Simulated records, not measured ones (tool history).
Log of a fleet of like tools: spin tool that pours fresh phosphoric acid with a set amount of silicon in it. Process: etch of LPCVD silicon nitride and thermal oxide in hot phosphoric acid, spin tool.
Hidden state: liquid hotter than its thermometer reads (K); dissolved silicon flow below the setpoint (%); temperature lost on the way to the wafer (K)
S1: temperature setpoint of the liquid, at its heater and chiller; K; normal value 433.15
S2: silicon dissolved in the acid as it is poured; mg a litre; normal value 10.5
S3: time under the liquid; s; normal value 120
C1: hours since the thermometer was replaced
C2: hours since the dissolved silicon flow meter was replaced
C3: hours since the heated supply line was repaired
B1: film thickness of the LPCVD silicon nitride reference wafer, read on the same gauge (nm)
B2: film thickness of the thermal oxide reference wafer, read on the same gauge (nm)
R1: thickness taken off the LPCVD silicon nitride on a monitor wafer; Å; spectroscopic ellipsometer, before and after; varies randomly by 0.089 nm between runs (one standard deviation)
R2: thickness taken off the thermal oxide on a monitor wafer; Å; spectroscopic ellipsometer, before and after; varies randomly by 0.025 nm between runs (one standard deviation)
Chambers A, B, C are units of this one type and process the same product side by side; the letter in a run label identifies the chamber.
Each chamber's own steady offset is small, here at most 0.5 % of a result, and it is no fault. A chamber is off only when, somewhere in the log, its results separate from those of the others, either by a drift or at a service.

Run 1A, hour 7.5: usual settings; C1 505.3; C2 56.1; C3 2929.1; B1 119.97; B2 120.00. Result: R1 98.054 Å, R2 2.5410 Å.
Run 2C, hour 12.6: usual settings; C1 713.8; C2 1744.6; C3 554.4; B1 120.01; B2 120.02. Result: R1 100.350 Å, R2 2.7971 Å.
Run 3B, hour 22.4: usual settings; C1 1943.6; C2 174.4; C3 2018.5; B1 120.02; B2 120.00. Result: R1 99.520 Å, R2 2.8335 Å.
At hour 24.4: chamber C: dissolved silicon flow meter replaced.
Run 4A, hour 28.4: usual settings; C1 526.2; C2 77.0; C3 2950.0; B1 119.96; B2 119.99. Result: R1 98.359 Å, R2 2.8104 Å.
Run 5B, hour 37.2: usual settings but S3 145 s; C1 1958.4; C2 189.2; C3 2033.3; B1 120.02; B2 120.02. Result: R1 118.560 Å, R2 2.8875 Å.
Run 6C, hour 47.0: usual settings but S3 145 s; C1 748.2; C2 22.6; C3 588.8; B1 120.01; B2 119.99. Result: R1 120.130 Å, R2 3.3846 Å.
Run 7C, hour 52.2: usual settings but S3 145 s; C1 753.4; C2 27.8; C3 594.0; B1 120.01; B2 120.00. Result: R1 119.430 Å, R2 3.4089 Å.
Run 8B, hour 59.0: usual settings; C1 1980.2; C2 211.0; C3 2055.1; B1 120.03; B2 120.01. Result: R1 97.235 Å, R2 3.0693 Å.
At hour 60.5: chamber B: thermometer replaced.
Run 9A, hour 67.5: usual settings; C1 565.3; C2 116.1; C3 2989.1; B1 119.94; B2 120.00. Result: R1 97.220 Å, R2 2.7409 Å.
Run 10B, hour 78.1: usual settings; C1 17.7; C2 230.1; C3 2074.2; B1 119.98; B2 120.01. Result: R1 98.466 Å, R2 2.4569 Å.
Run 11C, hour 84.7: usual settings but S2 3.0 mg a litre; C1 785.9; C2 60.3; C3 626.5; B1 119.97; B2 120.00. Result: R1 98.000 Å, R2 3.1492 Å.
Run 12A, hour 89.6: usual settings but S2 3.0 mg a litre; C1 587.4; C2 138.2; C3 3011.2; B1 120.00; B2 120.00. Result: R1 95.324 Å, R2 3.2852 Å.
Run 13B, hour 100.0: usual settings but S2 3.0 mg a litre; C1 39.6; C2 252.0; C3 2096.1; B1 120.03; B2 119.99. Result: R1 98.576 Å, R2 3.0134 Å.
Run 14C, hour 106.0: usual settings; C1 807.2; C2 81.6; C3 647.8; B1 120.06; B2 120.03. Result: R1 97.436 Å, R2 2.9688 Å.
Run 15A, hour 111.0: usual settings; C1 608.8; C2 159.6; C3 3032.6; B1 120.04; B2 120.02. Result: R1 97.775 Å, R2 2.8344 Å.
Run 16A, hour 115.8: usual settings; C1 613.6; C2 164.4; C3 3037.4; B1 120.03; B2 120.02. Result: R1 99.470 Å, R2 2.5885 Å.
Run 17C, hour 123.8: usual settings; C1 825.0; C2 99.4; C3 665.6; B1 119.99; B2 120.02. Result: R1 95.031 Å, R2 2.6383 Å.
Run 18B, hour 129.8: usual settings but S2 5.5 mg a litre, S3 55 s; C1 69.4; C2 281.8; C3 2125.9; B1 120.00; B2 120.01. Result: R1 44.731 Å, R2 1.7165 Å.
Run 19B, hour 136.4: usual settings but S2 5.5 mg a litre, S3 55 s; C1 76.0; C2 288.4; C3 2132.5; B1 119.97; B2 120.01. Result: R1 45.458 Å, R2 1.4704 Å.
Run 20A, hour 142.1: usual settings but S2 5.5 mg a litre, S3 55 s; C1 639.9; C2 190.7; C3 3063.7; B1 120.02; B2 120.03. Result: R1 45.518 Å, R2 1.4846 Å.
Run 21C, hour 149.4: usual settings but S1 432.15 K; C1 850.6; C2 125.0; C3 691.2; B1 120.02; B2 120.03. Result: R1 90.348 Å, R2 2.6717 Å.
Run 22B, hour 156.9: usual settings but S1 432.15 K; C1 96.5; C2 308.9; C3 2153.0; B1 120.00; B2 120.00. Result: R1 95.472 Å, R2 2.1693 Å.
Run 23C, hour 168.1: usual settings but S1 432.15 K; C1 869.3; C2 143.7; C3 709.9; B1 120.00; B2 120.00. Result: R1 89.339 Å, R2 2.4348 Å.
Run 24A, hour 173.0: usual settings but S3 90 s; C1 670.8; C2 221.6; C3 3094.6; B1 119.99; B2 120.01. Result: R1 74.431 Å, R2 2.0102 Å.
Run 25C, hour 183.4: usual settings but S3 90 s; C1 884.6; C2 159.0; C3 725.2; B1 120.01; B2 119.99. Result: R1 69.813 Å, R2 1.6757 Å.

Next, all 3 chambers run the settings below, one line each with question marks for the results. What does each chamber give?
Run 26A, hour 191.4: usual settings. Result: R1 ?, R2 ?.
Run 26B, hour 191.4: usual settings. Result: R1 ?, R2 ?.
Run 26C, hour 191.4: usual settings. Result: R1 ?, R2 ?.

run      R1      R2
26A  97.674  2.6210
26B  96.823  2.5175
26C  91.956  2.3211

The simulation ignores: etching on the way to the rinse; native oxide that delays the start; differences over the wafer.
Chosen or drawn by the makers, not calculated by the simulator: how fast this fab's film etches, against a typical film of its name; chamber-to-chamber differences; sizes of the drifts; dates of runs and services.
